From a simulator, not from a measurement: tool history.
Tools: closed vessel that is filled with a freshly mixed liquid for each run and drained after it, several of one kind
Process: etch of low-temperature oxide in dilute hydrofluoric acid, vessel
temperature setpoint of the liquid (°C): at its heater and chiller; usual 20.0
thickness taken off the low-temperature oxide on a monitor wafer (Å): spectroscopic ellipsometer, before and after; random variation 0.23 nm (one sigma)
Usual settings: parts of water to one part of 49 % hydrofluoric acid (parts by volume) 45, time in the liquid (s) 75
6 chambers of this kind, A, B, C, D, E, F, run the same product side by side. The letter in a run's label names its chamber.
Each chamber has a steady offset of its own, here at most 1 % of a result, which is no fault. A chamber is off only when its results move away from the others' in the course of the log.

| run | day | temperature setpoint of the liquid (°C) | parts of water to one part of 49 % hydrofluoric acid (parts by volume) | time in the liquid (s) | hours since the thermometer was replaced | hours since the hydrofluoric acid flow meter was replaced | read-back film thickness of the low-temperature oxide reference wafer, read on the same gauge (nm) | thickness taken off the low-temperature oxide on a monitor wafer (Å) |
|---|---|---|---|---|---|---|---|---|
| 1F | 0.346 | 20.0 | 45 | 75 | 128.6 | 743.5 | 149.99 | 536.78 |
| 2D | 0.746 | 20.0 | 45 | 75 | 370.6 | 1229.3 | 150.03 | 536.34 |
| 3B | 1.296 | 20.0 | 45 | 75 | 770.3 | 1793.4 | 149.99 | 528.84 |
| 4C | 1.804 | 20.0 | 45 | 75 | 1163.6 | 507.4 | 149.97 | 532.83 |
| 5A | 2.167 | 20.0 | 45 | 75 | 273.2 | 138.1 | 150.01 | 529.33 |
| 6E | 2.488 | 20.0 | 45 | 75 | 1904.0 | 193.5 | 149.96 | 538.10 |
|  | 2.800 | chamber E: thermometer replaced |
| 7E | 2.875 | 17.0 | 50 | 75 | 1.9 | 202.8 | 150.00 | 424.83 |
| 8A | 3.412 | 17.0 | 50 | 75 | 303.1 | 168.0 | 149.98 | 419.62 |
| 9F | 3.917 | 17.0 | 50 | 75 | 214.3 | 829.2 | 150.00 | 421.95 |
|  | 4.096 | chamber B: hydrofluoric acid flow meter replaced |
| 10C | 4.446 | 17.0 | 50 | 75 | 1227.0 | 570.8 | 150.04 | 421.41 |
| 11B | 4.933 | 17.0 | 50 | 75 | 857.6 | 20.1 | 149.97 | 416.79 |
| 12D | 5.371 | 17.0 | 50 | 75 | 481.6 | 1340.3 | 150.00 | 420.82 |
| 13F | 5.779 | 20.0 | 45 | 75 | 259.0 | 873.9 | 150.02 | 534.21 |
| 14C | 6.342 | 20.0 | 45 | 75 | 1272.5 | 616.3 | 150.00 | 537.81 |
| 15B | 6.875 | 20.0 | 45 | 75 | 904.2 | 66.7 | 149.98 | 531.73 |
| 16A | 7.242 | 20.0 | 45 | 75 | 395.0 | 259.9 | 150.00 | 531.91 |
| 17E | 7.671 | 20.0 | 45 | 75 | 117.0 | 317.9 | 149.98 | 536.21 |
| 18D | 8.062 | 20.0 | 45 | 75 | 546.2 | 1404.9 | 150.02 | 537.14 |
| 19A | 8.354 | 20.0 | 45 | 75 | 421.7 | 286.6 | 149.98 | 537.42 |
| 20D | 8.729 | 17.0 | 45 | 75 | 562.2 | 1420.9 | 150.03 | 473.36 |
| 21C | 9.079 | 17.0 | 45 | 75 | 1338.2 | 682.0 | 150.03 | 468.78 |
| 22B | 9.354 | 17.0 | 45 | 75 | 963.7 | 126.2 | 149.98 | 475.43 |
| 23E | 9.662 | 17.0 | 45 | 75 | 164.8 | 365.7 | 149.98 | 472.13 |
| 24F | 9.992 | 17.0 | 45 | 75 | 360.1 | 975.0 | 149.99 | 467.23 |
| 25F | 10.500 | 17.0 | 45 | 75 | 372.3 | 987.2 | 150.00 | 467.13 |
| 26A | 11.033 | 20.0 | 45 | 75 | 486.0 | 350.9 | 150.03 | 534.51 |
| 27C | 11.296 | 20.0 | 45 | 75 | 1391.4 | 735.2 | 149.96 | 531.89 |
| 28E | 11.762 | 20.0 | 45 | 75 | 215.2 | 416.1 | 149.96 | 533.13 |
| 29D | 12.321 | 20.0 | 45 | 75 | 648.4 | 1507.1 | 150.00 | 537.42 |
| 30B | 12.792 | 20.0 | 45 | 75 | 1046.2 | 208.7 | 150.02 | 550.65 |
| 31C | 13.162 | 20.0 | 45 | 75 | 1436.2 | 780.0 | 150.02 | 536.10 |
| 32B | 13.521 | 20.0 | 45 | 75 | 1063.7 | 226.2 | 150.02 | 548.95 |
| 33D | 14.050 | 20.0 | 45 | 75 | 689.9 | 1548.6 | 149.99 | 534.18 |
| 34F | 14.350 | 20.0 | 45 | 75 | 464.7 | 1079.6 | 150.00 | 535.65 |
| 35A | 14.921 | 20.0 | 45 | 75 | 579.3 | 444.2 | 150.03 | 532.35 |
| 36E | 15.171 | 20.0 | 45 | 75 | 297.0 | 497.9 | 149.99 | 535.86 |
| 37B | 15.579 | 20.0 | 45 | 75 | 1113.1 | 275.6 | 149.97 | 553.47 |
| 38C | 15.842 | 20.0 | 45 | 75 | 1500.5 | 844.3 | 150.02 | 533.92 |

All 6 chambers run these settings next. Forecast each chamber's results:
| 39A | 16.250 | 21.5 | 45 | 75 |  |  |  | ? |
| 39B | 16.250 | 21.5 | 45 | 75 |  |  |  | ? |
| 39C | 16.250 | 21.5 | 45 | 75 |  |  |  | ? |
| 39D | 16.250 | 21.5 | 45 | 75 |  |  |  | ? |
| 39E | 16.250 | 21.5 | 45 | 75 |  |  |  | ? |
| 39F | 16.250 | 21.5 | 45 | 75 |  |  |  | ? |

| run | thickness taken off the low-temperature oxide on a monitor wafer (Å) |
|---|---|
| 39A | 571.17 |
| 39B | 590.17 |
| 39C | 570.79 |
| 39D | 569.07 |
| 39E | 574.87 |
| 39F | 571.18 |
